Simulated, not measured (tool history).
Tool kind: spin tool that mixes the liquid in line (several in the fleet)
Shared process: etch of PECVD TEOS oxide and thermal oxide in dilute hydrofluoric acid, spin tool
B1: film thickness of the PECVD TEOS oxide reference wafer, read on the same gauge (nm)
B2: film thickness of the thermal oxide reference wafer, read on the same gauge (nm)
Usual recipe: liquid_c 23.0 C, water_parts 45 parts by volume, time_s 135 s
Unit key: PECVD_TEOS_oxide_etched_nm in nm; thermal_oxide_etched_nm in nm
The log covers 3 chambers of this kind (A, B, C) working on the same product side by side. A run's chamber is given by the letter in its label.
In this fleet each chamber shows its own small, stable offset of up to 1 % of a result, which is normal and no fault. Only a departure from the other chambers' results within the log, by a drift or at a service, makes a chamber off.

{"run": "1B", "hour": 5.2, "liquid_c": 23.0, "water_parts": 45, "time_s": 135, "B1": 139.99, "B2": 140.0, "PECVD_TEOS_oxide_etched_nm": 43.93, "thermal_oxide_etched_nm": 14.419}
{"hour": 6.2, "done": "chamber C: hydrofluoric acid flow meter replaced"}
{"run": "2A", "hour": 9.3, "liquid_c": 23.0, "water_parts": 45, "time_s": 135, "B1": 140.01, "B2": 140.0, "PECVD_TEOS_oxide_etched_nm": 43.577, "thermal_oxide_etched_nm": 14.171}
{"run": "3C", "hour": 13.3, "liquid_c": 23.0, "water_parts": 45, "time_s": 135, "B1": 140.0, "B2": 139.99, "PECVD_TEOS_oxide_etched_nm": 43.948, "thermal_oxide_etched_nm": 14.298}
{"run": "4C", "hour": 18.7, "liquid_c": 23.0, "water_parts": 45, "time_s": 135, "B1": 140.01, "B2": 140.01, "PECVD_TEOS_oxide_etched_nm": 43.241, "thermal_oxide_etched_nm": 14.287}
{"run": "5B", "hour": 21.6, "liquid_c": 23.0, "water_parts": 45, "time_s": 135, "B1": 140.01, "B2": 140.01, "PECVD_TEOS_oxide_etched_nm": 44.36, "thermal_oxide_etched_nm": 14.397}
{"run": "6A", "hour": 24.3, "liquid_c": 23.0, "water_parts": 45, "time_s": 135, "B1": 140.0, "B2": 139.99, "PECVD_TEOS_oxide_etched_nm": 44.154, "thermal_oxide_etched_nm": 14.346}
{"run": "7A", "hour": 27.8, "liquid_c": 23.0, "water_parts": 45, "time_s": 135, "B1": 140.0, "B2": 140.02, "PECVD_TEOS_oxide_etched_nm": 44.205, "thermal_oxide_etched_nm": 14.258}
{"run": "8C", "hour": 31.0, "liquid_c": 23.0, "water_parts": 45, "time_s": 135, "B1": 139.97, "B2": 139.97, "PECVD_TEOS_oxide_etched_nm": 44.215, "thermal_oxide_etched_nm": 14.3}
{"run": "9B", "hour": 36.3, "liquid_c": 23.0, "water_parts": 45, "time_s": 135, "B1": 139.98, "B2": 139.98, "PECVD_TEOS_oxide_etched_nm": 44.591, "thermal_oxide_etched_nm": 14.409}
{"run": "10B", "hour": 40.8, "liquid_c": 23.0, "water_parts": 45, "time_s": 135, "B1": 140.03, "B2": 140.02, "PECVD_TEOS_oxide_etched_nm": 44.522, "thermal_oxide_etched_nm": 14.422}
{"run": "11A", "hour": 44.7, "liquid_c": 23.0, "water_parts": 45, "time_s": 135, "B1": 140.03, "B2": 140.01, "PECVD_TEOS_oxide_etched_nm": 43.856, "thermal_oxide_etched_nm": 14.185}
{"run": "12C", "hour": 47.7, "liquid_c": 23.0, "water_parts": 45, "time_s": 135, "B1": 140.01, "B2": 140.01, "PECVD_TEOS_oxide_etched_nm": 43.926, "thermal_oxide_etched_nm": 14.273}
{"run": "13C", "hour": 50.8, "liquid_c": 25.5, "water_parts": 25, "time_s": 135, "B1": 140.0, "B2": 139.99, "PECVD_TEOS_oxide_etched_nm": 91.075, "thermal_oxide_etched_nm": 29.131}
{"run": "14A", "hour": 53.8, "liquid_c": 25.5, "water_parts": 25, "time_s": 135, "B1": 139.99, "B2": 140.0, "PECVD_TEOS_oxide_etched_nm": 89.457, "thermal_oxide_etched_nm": 29.082}
{"run": "15B", "hour": 57.9, "liquid_c": 25.5, "water_parts": 25, "time_s": 135, "B1": 139.99, "B2": 139.99, "PECVD_TEOS_oxide_etched_nm": 92.843, "thermal_oxide_etched_nm": 29.991}
{"run": "16C", "hour": 61.1, "liquid_c": 23.0, "water_parts": 45, "time_s": 135, "B1": 140.02, "B2": 139.98, "PECVD_TEOS_oxide_etched_nm": 43.939, "thermal_oxide_etched_nm": 14.415}
{"run": "17B", "hour": 65.1, "liquid_c": 23.0, "water_parts": 45, "time_s": 135, "B1": 139.99, "B2": 140.0, "PECVD_TEOS_oxide_etched_nm": 43.788, "thermal_oxide_etched_nm": 14.414}
{"run": "18A", "hour": 69.5, "liquid_c": 23.0, "water_parts": 45, "time_s": 135, "B1": 140.0, "B2": 140.0, "PECVD_TEOS_oxide_etched_nm": 43.962, "thermal_oxide_etched_nm": 14.299}
{"run": "19A", "hour": 73.2, "liquid_c": 23.0, "water_parts": 45, "time_s": 135, "B1": 140.0, "B2": 140.0, "PECVD_TEOS_oxide_etched_nm": 44.257, "thermal_oxide_etched_nm": 14.232}
{"run": "20B", "hour": 77.7, "liquid_c": 23.0, "water_parts": 45, "time_s": 135, "B1": 140.0, "B2": 140.0, "PECVD_TEOS_oxide_etched_nm": 44.185, "thermal_oxide_etched_nm": 14.252}
{"run": "21C", "hour": 80.3, "liquid_c": 23.0, "water_parts": 45, "time_s": 135, "B1": 139.97, "B2": 139.99, "PECVD_TEOS_oxide_etched_nm": 44.613, "thermal_oxide_etched_nm": 14.579}
{"run": "22A", "hour": 85.9, "liquid_c": 23.0, "water_parts": 45, "time_s": 135, "B1": 139.99, "B2": 140.0, "PECVD_TEOS_oxide_etched_nm": 44.431, "thermal_oxide_etched_nm": 14.157}
{"run": "23B", "hour": 91.4, "liquid_c": 23.0, "water_parts": 45, "time_s": 135, "B1": 140.0, "B2": 139.99, "PECVD_TEOS_oxide_etched_nm": 44.356, "thermal_oxide_etched_nm": 14.369}
{"run": "24C", "hour": 93.9, "liquid_c": 23.0, "water_parts": 45, "time_s": 135, "B1": 140.0, "B2": 139.98, "PECVD_TEOS_oxide_etched_nm": 45.142, "thermal_oxide_etched_nm": 14.682}
{"run": "25C", "hour": 96.4, "liquid_c": 23.0, "water_parts": 45, "time_s": 55, "B1": 140.01, "B2": 139.98, "PECVD_TEOS_oxide_etched_nm": 18.381, "thermal_oxide_etched_nm": 5.9772}
{"run": "26B", "hour": 101.1, "liquid_c": 23.0, "water_parts": 45, "time_s": 55, "B1": 140.03, "B2": 140.0, "PECVD_TEOS_oxide_etched_nm": 17.824, "thermal_oxide_etched_nm": 5.8074}
{"run": "27A", "hour": 105.9, "liquid_c": 23.0, "water_parts": 45, "time_s": 55, "B1": 139.99, "B2": 140.0, "PECVD_TEOS_oxide_etched_nm": 18.087, "thermal_oxide_etched_nm": 5.7521}
{"run": "28A", "hour": 109.2, "liquid_c": 23.0, "water_parts": 45, "time_s": 135, "B1": 140.02, "B2": 140.0, "PECVD_TEOS_oxide_etched_nm": 43.827, "thermal_oxide_etched_nm": 14.147}
{"run": "29C", "hour": 113.3, "liquid_c": 23.0, "water_parts": 45, "time_s": 135, "B1": 139.99, "B2": 140.0, "PECVD_TEOS_oxide_etched_nm": 46.665, "thermal_oxide_etched_nm": 15.114}
{"run": "30B", "hour": 118.9, "liquid_c": 23.0, "water_parts": 45, "time_s": 135, "B1": 140.0, "B2": 140.01, "PECVD_TEOS_oxide_etched_nm": 45.208, "thermal_oxide_etched_nm": 14.375}
{"run": "31C", "hour": 124.4, "liquid_c": 23.0, "water_parts": 45, "time_s": 135, "B1": 139.97, "B2": 140.02, "PECVD_TEOS_oxide_etched_nm": 46.833, "thermal_oxide_etched_nm": 15.247}
{"run": "32B", "hour": 128.4, "liquid_c": 27.5, "water_parts": 45, "time_s": 135, "B1": 140.01, "B2": 140.01, "PECVD_TEOS_oxide_etched_nm": 54.028, "thermal_oxide_etched_nm": 17.223}
{"run": "33A", "hour": 133.2, "liquid_c": 27.5, "water_parts": 45, "time_s": 135, "B1": 140.0, "B2": 140.01, "PECVD_TEOS_oxide_etched_nm": 53.588, "thermal_oxide_etched_nm": 17.192}
{"run": "34C", "hour": 137.9, "liquid_c": 27.5, "water_parts": 45, "time_s": 135, "B1": 139.99, "B2": 139.99, "PECVD_TEOS_oxide_etched_nm": 56.291, "thermal_oxide_etched_nm": 18.193}
{"run": "35B", "hour": 141.7, "liquid_c": 23.0, "water_parts": 45, "time_s": 135, "B1": 140.01, "B2": 140.0, "PECVD_TEOS_oxide_etched_nm": 44.557, "thermal_oxide_etched_nm": 14.494}
{"run": "36A", "hour": 145.5, "liquid_c": 23.0, "water_parts": 45, "time_s": 135, "B1": 140.01, "B2": 140.01, "PECVD_TEOS_oxide_etched_nm": 44.085, "thermal_oxide_etched_nm": 14.287}
{"run": "37B", "hour": 150.0, "liquid_c": 23.0, "water_parts": 45, "time_s": 135, "B1": 139.99, "B2": 140.0, "PECVD_TEOS_oxide_etched_nm": 44.787, "thermal_oxide_etched_nm": 14.397}
{"run": "38A", "hour": 154.2, "liquid_c": 23.0, "water_parts": 45, "time_s": 135, "B1": 140.02, "B2": 140.0, "PECVD_TEOS_oxide_etched_nm": 43.493, "thermal_oxide_etched_nm": 14.301}
{"run": "39C", "hour": 159.8, "liquid_c": 23.0, "water_parts": 45, "time_s": 135, "B1": 140.0, "B2": 139.99, "PECVD_TEOS_oxide_etched_nm": 48.051, "thermal_oxide_etched_nm": 15.638}

Is one chamber out of step, is the gauge drifting, or do the chambers differ by no more than their own small offsets? For an off chamber, give its letter and the likeliest cause.

One chamber, C, drifts off from the rest bit by bit.
Likeliest cause: liquid hotter than its thermometer reads (K) = 2.31.
The log might look much the same if the cause were instead: hydrofluoric acid flow above the setpoint (%).

Below are 4 candidate recipes for chamber C's next run, each the usual settings with a change, their results shown as question marks. Which of them brings C's results back in line with what the other chambers give on the usual settings?
Maximum distance from the other chambers' mean on the usual settings for a result to count as in line: PECVD_TEOS_oxide_etched_nm 1.100 nm; thermal_oxide_etched_nm 0.2600 nm
{"run": "40C-1", "hour": 163.9, "liquid_c": 23.0, "water_parts": 45, "time_s": 140, "PECVD_TEOS_oxide_etched_nm": "?", "thermal_oxide_etched_nm": "?"}
{"run": "40C-2", "hour": 163.9, "liquid_c": 23.5, "water_parts": 45, "time_s": 145, "PECVD_TEOS_oxide_etched_nm": "?", "thermal_oxide_etched_nm": "?"}
{"run": "40C-3", "hour": 163.9, "liquid_c": 22.5, "water_parts": 45, "time_s": 125, "PECVD_TEOS_oxide_etched_nm": "?", "thermal_oxide_etched_nm": "?"}
{"run": "40C-4", "hour": 163.9, "liquid_c": 23.0, "water_parts": 45, "time_s": 130, "PECVD_TEOS_oxide_etched_nm": "?", "thermal_oxide_etched_nm": "?"}

The mean the other chambers reach with the usual settings: PECVD_TEOS_oxide_etched_nm 44.341 nm; thermal_oxide_etched_nm 14.3140 nm
run=40C-1 PECVD_TEOS_oxide_etched_nm=50.094 thermal_oxide_etched_nm=16.2320
run=40C-2 PECVD_TEOS_oxide_etched_nm=52.953 thermal_oxide_etched_nm=17.1590
run=40C-3 PECVD_TEOS_oxide_etched_nm=43.838 thermal_oxide_etched_nm=14.2050
run=40C-4 PECVD_TEOS_oxide_etched_nm=46.516 thermal_oxide_etched_nm=15.0730
40C-3 puts the chamber back in line with the other chambers.
